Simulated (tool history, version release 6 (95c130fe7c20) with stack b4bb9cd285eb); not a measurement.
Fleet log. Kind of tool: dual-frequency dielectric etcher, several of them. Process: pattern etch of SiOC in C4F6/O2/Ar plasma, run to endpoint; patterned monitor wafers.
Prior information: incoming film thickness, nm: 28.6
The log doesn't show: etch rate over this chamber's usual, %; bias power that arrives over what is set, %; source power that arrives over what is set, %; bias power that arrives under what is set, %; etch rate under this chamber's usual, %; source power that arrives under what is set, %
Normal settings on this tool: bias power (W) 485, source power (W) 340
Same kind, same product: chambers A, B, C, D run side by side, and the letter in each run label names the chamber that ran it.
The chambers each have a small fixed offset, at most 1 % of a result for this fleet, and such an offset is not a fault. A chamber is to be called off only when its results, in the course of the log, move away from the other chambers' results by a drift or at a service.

run,day,bias power (W),source power (W),hours since the last wet clean,hours since the last bias power generator calibration,hours since the last source power generator calibration,endpoint time (s)
1D,0.238,485,340,185.4,902.9,720.4,10.3230
2C,0.525,485,340,104.3,883.2,2121.9,10.4230
3B,0.804,485,340,424.1,1047.3,434.7,10.2950
4A,1.158,485,340,58.2,2038.5,2436.5,10.2400
5A,1.504,485,340,66.5,2046.8,2444.8,10.1320
6C,1.750,485,340,133.7,912.6,2151.3,10.5320
7D,1.992,485,340,227.5,945.0,762.5,10.0920
8B,2.221,485,340,458.1,1081.3,468.7,10.2880
9C,2.433,485,340,150.1,929.0,2167.7,10.4240
10A,2.746,421,280,96.3,2076.6,2474.6,11.5520
11D,2.975,421,280,251.1,968.6,786.1,11.4860
12B,3.175,421,280,481.0,1104.2,491.6,11.7170
13C,3.383,421,280,172.9,951.8,2190.5,11.7870
14B,3.583,485,340,490.8,1114.0,501.4,10.3110
15A,3.821,485,340,122.1,2102.4,2500.4,10.1800
16D,4.104,485,340,278.2,995.7,813.2,9.8991
17B,4.350,485,340,509.2,1132.4,519.8,10.2880
18D,4.662,485,410,291.6,1009.1,826.6,9.5088
19C,4.950,485,410,210.5,989.4,2228.1,9.6613
20A,5.212,485,410,155.5,2135.8,2533.8,9.5654
21A,5.375,485,410,159.4,2139.7,2537.7,9.5094
22B,5.571,485,340,538.5,1161.7,549.1,10.2990
23D,5.900,485,340,321.3,1038.8,856.3,10.0550
24C,6.071,485,340,237.4,1016.3,2255.0,10.4370
25B,6.392,485,340,558.2,1181.4,568.8,10.4380
26D,6.654,485,340,339.4,1056.9,874.4,9.8717

One chamber off, gauge drift, or nothing amiss beyond the chambers' own small offsets? If it is a chamber, which one, and what is the likeliest cause?

Little by little, chamber D moves away from the other chambers.
Likeliest cause: etch rate over this chamber's usual, % = 4.58.

Which of the 4 candidates below, each the usual settings with something changed and its results left as question marks, puts chamber D back in line with what the other chambers give on the usual settings?
To be in line, a result may differ from the other chambers' mean on the usual settings by at most: endpoint time (s) 0.2400
27D-1,6.912,542,340,,,,?
27D-2,6.912,550,380,,,,?
27D-3,6.912,485,300,,,,?
27D-4,6.912,485,270,,,,?

The mean the other chambers reach with the usual settings: endpoint time (s) 10.3130
run,endpoint time (s)
27D-1,9.4145
27D-2,8.9865
27D-3,10.2890
27D-4,10.6960
With 27D-3, the chamber falls back in line with the rest.

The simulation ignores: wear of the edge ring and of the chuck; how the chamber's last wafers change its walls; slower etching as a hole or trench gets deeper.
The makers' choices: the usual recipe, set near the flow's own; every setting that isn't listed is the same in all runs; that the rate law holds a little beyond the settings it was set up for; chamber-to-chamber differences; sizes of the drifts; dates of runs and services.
